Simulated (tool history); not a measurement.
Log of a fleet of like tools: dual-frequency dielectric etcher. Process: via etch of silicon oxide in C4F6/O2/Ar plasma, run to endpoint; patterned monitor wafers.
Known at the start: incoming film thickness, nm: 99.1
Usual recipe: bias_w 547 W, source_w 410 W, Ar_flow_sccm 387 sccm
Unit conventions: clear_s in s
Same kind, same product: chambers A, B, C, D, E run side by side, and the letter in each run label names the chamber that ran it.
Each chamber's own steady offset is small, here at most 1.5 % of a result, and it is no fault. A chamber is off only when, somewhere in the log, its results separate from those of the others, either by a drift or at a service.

| run | hour | bias_w | source_w | Ar_flow_sccm | clear_s |
|---|---|---|---|---|---|
| 1E | 10.6 | 547 | 410 | 387 | 21.416 |
| 2D | 18.2 | 547 | 410 | 387 | 21.337 |
| 3B | 23.2 | 547 | 410 | 387 | 21.836 |
| 4C | 31.4 | 547 | 410 | 387 | 21.373 |
| 5A | 40.4 | 547 | 410 | 387 | 21.821 |
| 6C | 50.0 | 547 | 410 | 387 | 21.317 |
| 7E | 58.2 | 547 | 340 | 387 | 22.911 |
| 8B | 66.1 | 547 | 340 | 387 | 22.959 |
| 9A | 74.9 | 547 | 340 | 387 | 23.165 |
|  | 84.8 | chamber E: wet clean of the chamber |
| 10D | 84.9 | 547 | 340 | 387 | 23.052 |
|  | 91.9 | chamber D: bias power generator calibrated |
| 11E | 92.1 | 547 | 340 | 387 | 22.744 |
| 12C | 99.7 | 547 | 410 | 387 | 21.581 |
| 13B | 108.4 | 547 | 470 | 387 | 20.590 |
| 14A | 117.7 | 547 | 470 | 387 | 20.693 |
| 15D | 125.9 | 547 | 470 | 387 | 20.217 |
| 16C | 132.1 | 547 | 470 | 387 | 20.499 |
| 17A | 142.3 | 547 | 470 | 387 | 20.559 |
| 18E | 152.1 | 547 | 410 | 387 | 21.367 |
| 19D | 157.2 | 547 | 410 | 387 | 21.459 |
| 20B | 164.7 | 547 | 440 | 336 | 20.690 |
| 21E | 172.1 | 547 | 440 | 336 | 20.529 |
| 22C | 178.2 | 547 | 440 | 336 | 20.995 |
|  | 186.5 | chamber D: Ar flow controller replaced |
| 23B | 189.2 | 547 | 440 | 336 | 20.775 |
| 24A | 196.0 | 547 | 440 | 336 | 20.915 |
|  | 202.8 | chamber E: source power generator calibrated |
| 25D | 205.0 | 547 | 410 | 387 | 21.272 |
| 26D | 214.6 | 547 | 410 | 387 | 21.137 |
| 27A | 220.1 | 547 | 410 | 387 | 21.837 |
|  | 222.1 | chamber E: bias power generator calibrated |
| 28E | 225.1 | 547 | 410 | 387 | 21.299 |
|  | 229.5 | chamber A: wet clean of the chamber |
| 29B | 233.9 | 547 | 410 | 387 | 21.531 |
| 30C | 239.5 | 547 | 410 | 387 | 22.013 |
| 31E | 244.8 | 547 | 460 | 320 | 20.175 |
| 32D | 252.7 | 547 | 460 | 320 | 20.156 |
| 33A | 259.6 | 547 | 460 | 320 | 20.340 |
| 34B | 265.2 | 547 | 460 | 320 | 20.130 |
| 35C | 272.8 | 547 | 460 | 320 | 21.039 |
| 36A | 281.7 | 547 | 410 | 387 | 21.794 |
| 37C | 289.2 | 547 | 410 | 387 | 22.332 |
| 38B | 298.5 | 547 | 410 | 455 | 21.930 |

All 5 chambers run these settings next. Forecast each chamber's results:
| 39A | 306.4 | 547 | 410 | 457 | ? |
| 39B | 306.4 | 547 | 410 | 457 | ? |
| 39C | 306.4 | 547 | 410 | 457 | ? |
| 39D | 306.4 | 547 | 410 | 457 | ? |
| 39E | 306.4 | 547 | 410 | 457 | ? |

| run | clear_s |
|---|---|
| 39A | 22.168 |
| 39B | 22.004 |
| 39C | 22.858 |
| 39D | 21.769 |
| 39E | 21.900 |
